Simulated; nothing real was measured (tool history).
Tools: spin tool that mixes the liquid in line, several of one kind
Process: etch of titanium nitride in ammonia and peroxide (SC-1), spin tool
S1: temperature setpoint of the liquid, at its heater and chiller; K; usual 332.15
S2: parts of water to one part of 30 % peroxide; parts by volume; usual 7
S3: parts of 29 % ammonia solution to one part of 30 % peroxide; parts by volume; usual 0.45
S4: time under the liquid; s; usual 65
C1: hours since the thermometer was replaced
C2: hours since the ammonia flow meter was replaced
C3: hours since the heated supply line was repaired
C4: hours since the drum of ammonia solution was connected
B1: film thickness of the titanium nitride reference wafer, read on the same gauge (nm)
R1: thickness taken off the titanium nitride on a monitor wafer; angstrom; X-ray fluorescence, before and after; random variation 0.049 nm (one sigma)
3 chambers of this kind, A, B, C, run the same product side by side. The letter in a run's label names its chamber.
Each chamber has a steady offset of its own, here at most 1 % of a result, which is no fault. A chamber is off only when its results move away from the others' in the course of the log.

| run | hour | S1 | S2 | S3 | S4 | C1 | C2 | C3 | C4 | B1 | R1 |
|---|---|---|---|---|---|---|---|---|---|---|---|
| 1B | 6.9 | 332.15 | 7 | 0.45 | 65 | 684.8 | 344.7 | 180.7 | 1073 | 79.992 | 76.17 |
| 2C | 16.1 | 332.15 | 7 | 0.45 | 65 | 140.8 | 1381.4 | 2078.4 | 126.5 | 80.015 | 75.519 |
| 3A | 24.4 | 332.15 | 7 | 0.45 | 65 | 2357 | 271.8 | 612.3 | 478.4 | 79.993 | 76.474 |
| 4B | 32.7 | 332.15 | 7 | 0.45 | 65 | 710.6 | 370.5 | 206.5 | 1098.8 | 79.999 | 75.785 |
| 5A | 44.2 | 332.15 | 7 | 0.45 | 65 | 2376.8 | 291.6 | 632.1 | 498.2 | 80.009 | 77.423 |
| 6C | 50.6 | 332.15 | 5 | 0.55 | 65 | 175.3 | 1415.9 | 2112.9 | 161 | 79.992 | 91.884 |
| 7B | 63.4 | 332.15 | 5 | 0.55 | 65 | 741.3 | 401.2 | 237.2 | 1129.5 | 79.998 | 91.537 |
|  | 65.1 | chamber C: ammonia flow meter replaced |
| 8C | 72.1 | 332.15 | 5 | 0.55 | 65 | 196.8 | 7 | 2134.4 | 182.5 | 79.988 | 91.175 |
| 9A | 78.9 | 332.15 | 7 | 0.45 | 65 | 2411.5 | 326.3 | 666.8 | 532.9 | 79.991 | 75.782 |
| 10A | 88.3 | 332.15 | 7 | 0.45 | 65 | 2420.9 | 335.7 | 676.2 | 542.3 | 79.965 | 77.093 |
| 11B | 98 | 332.15 | 7 | 0.45 | 65 | 775.9 | 435.8 | 271.8 | 1164.1 | 79.959 | 75.746 |
|  | 110.2 | chamber B: new drum of ammonia solution connected |
| 12C | 110.3 | 332.15 | 7 | 0.45 | 65 | 235 | 45.2 | 2172.6 | 220.7 | 80.018 | 75.067 |
| 13A | 116.8 | 323.65 | 7 | 0.45 | 65 | 2449.4 | 364.2 | 704.7 | 570.8 | 80.003 | 42.999 |
| 14C | 124.4 | 323.65 | 7 | 0.45 | 65 | 249.1 | 59.3 | 2186.7 | 234.8 | 80.025 | 42.276 |
| 15B | 131.3 | 323.65 | 7 | 0.45 | 65 | 809.2 | 469.1 | 305.1 | 21.2 | 80.014 | 41.54 |
| 16C | 139.4 | 332.15 | 7 | 0.45 | 65 | 264.1 | 74.3 | 2201.7 | 249.8 | 80.005 | 74.411 |
| 17A | 151.6 | 332.15 | 7 | 0.45 | 65 | 2484.2 | 399 | 739.5 | 605.6 | 79.983 | 75.679 |
| 18B | 158.6 | 332.15 | 7 | 0.45 | 65 | 836.5 | 496.4 | 332.4 | 48.5 | 80.02 | 74.949 |
| 19B | 168.7 | 332.15 | 7 | 0.45 | 65 | 846.6 | 506.5 | 342.5 | 58.6 | 79.975 | 74.003 |
|  | 168.9 | chamber A: thermometer replaced |
| 20C | 176.2 | 332.15 | 7 | 0.45 | 65 | 300.9 | 111.1 | 2238.5 | 286.6 | 80.028 | 74.358 |
| 21A | 181.7 | 332.15 | 7 | 0.45 | 65 | 12.9 | 429.1 | 769.6 | 635.7 | 79.994 | 77.12 |
| 22C | 189 | 332.15 | 7 | 0.45 | 65 | 313.7 | 123.9 | 2251.3 | 299.4 | 79.976 | 73.876 |
| 23B | 195.4 | 332.15 | 7 | 0.45 | 65 | 873.3 | 533.2 | 369.2 | 85.3 | 80.005 | 75.028 |
| 24A | 206.4 | 332.15 | 7 | 0.45 | 65 | 37.6 | 453.8 | 794.3 | 660.4 | 79.994 | 77.069 |
| 25A | 217.5 | 332.15 | 7 | 0.45 | 65 | 48.7 | 464.9 | 805.4 | 671.5 | 80.005 | 75.984 |
| 26B | 229 | 332.15 | 7 | 0.45 | 65 | 906.9 | 566.8 | 402.8 | 118.9 | 80.015 | 74.304 |
| 27C | 240.4 | 341.15 | 7 | 0.45 | 50 | 365.1 | 175.3 | 2302.7 | 350.8 | 80.016 | 98.595 |
| 28C | 251 | 341.15 | 7 | 0.45 | 50 | 375.7 | 185.9 | 2313.3 | 361.4 | 80.007 | 98.492 |
| 29B | 262.5 | 341.15 | 7 | 0.45 | 50 | 940.4 | 600.3 | 436.3 | 152.4 | 80.018 | 103.54 |
| 30A | 271 | 332.15 | 7 | 0.45 | 65 | 102.2 | 518.4 | 858.9 | 725 | 80.005 | 76.618 |
| 31C | 280.8 | 332.15 | 7 | 0.4 | 65 | 405.5 | 215.7 | 2343.1 | 391.2 | 79.977 | 70.198 |
| 32A | 292.4 | 332.15 | 7 | 0.4 | 65 | 123.6 | 539.8 | 880.3 | 746.4 | 80.017 | 74.453 |
| 33B | 299.9 | 332.15 | 7 | 0.4 | 65 | 977.8 | 637.7 | 473.7 | 189.8 | 79.98 | 73.748 |
| 34C | 306.9 | 323.65 | 7 | 0.45 | 65 | 431.6 | 241.8 | 2369.2 | 417.3 | 80.017 | 40.763 |
| 35A | 317.1 | 323.65 | 7 | 0.45 | 65 | 148.3 | 564.5 | 905 | 771.1 | 80.006 | 42.724 |
| 36B | 323.3 | 323.65 | 7 | 0.45 | 65 | 1001.2 | 661.1 | 497.1 | 213.2 | 80.011 | 41.422 |
| 37A | 329.9 | 332.15 | 7 | 0.45 | 65 | 161.1 | 577.3 | 917.8 | 783.9 | 79.991 | 76.132 |
| 38C | 340.7 | 332.15 | 7 | 0.45 | 65 | 465.4 | 275.6 | 2403 | 451.1 | 79.993 | 70.628 |
| 39B | 348.7 | 332.15 | 7 | 0.45 | 65 | 1026.6 | 686.5 | 522.5 | 238.6 | 80.047 | 73.898 |
| 40C | 357.4 | 332.15 | 7 | 0.45 | 65 | 482.1 | 292.3 | 2419.7 | 467.8 | 80.018 | 70.961 |
| 41A | 367.5 | 332.15 | 7 | 0.45 | 65 | 198.7 | 614.9 | 955.4 | 821.5 | 79.977 | 76.218 |
| 42B | 376.7 | 332.15 | 7 | 0.45 | 65 | 1054.6 | 714.5 | 550.5 | 266.6 | 80.031 | 74.945 |
| 43C | 387.2 | 332.15 | 7 | 0.45 | 65 | 511.9 | 322.1 | 2449.5 | 497.6 | 79.993 | 70.117 |
| 44B | 395.9 | 332.15 | 7 | 0.45 | 65 | 1073.8 | 733.7 | 569.7 | 285.8 | 79.994 | 74.918 |

What goes on in this fleet: one chamber off, a drifting gauge, or nothing beyond the chambers' own small offsets? Name the chamber and the cause, if any.

Chamber C drifts away from the others.
Cause: temperature lost on the way to the wafer (K) = 1.12.
The log may not tell that from: liquid colder than its thermometer reads (K).

Here are 4 candidates for chamber C's next run, each the usual settings with a change, their results left as question marks. Which one brings its results back in line with what the others give on the usual settings?
In line means no further than this from the other chambers' mean on the usual settings: R1 1.7 angstrom
| 45C-1 | 405.1 | 332.15 | 7 | 0.45 | 60 |  |  |  |  |  | ? |
| 45C-2 | 405.1 | 332.15 | 7 | 0.45 | 70 |  |  |  |  |  | ? |
| 45C-3 | 405.1 | 332.15 | 7 | 0.5 | 65 |  |  |  |  |  | ? |
| 45C-4 | 405.1 | 332.15 | 7 | 0.4 | 65 |  |  |  |  |  | ? |

The other chambers' mean on the usual settings: R1 75.598 angstrom
| run | R1 |
|---|---|
| 45C-1 | 64.861 |
| 45C-2 | 75.672 |
| 45C-3 | 71.526 |
| 45C-4 | 68.859 |
45C-2 brings the chamber back in line.
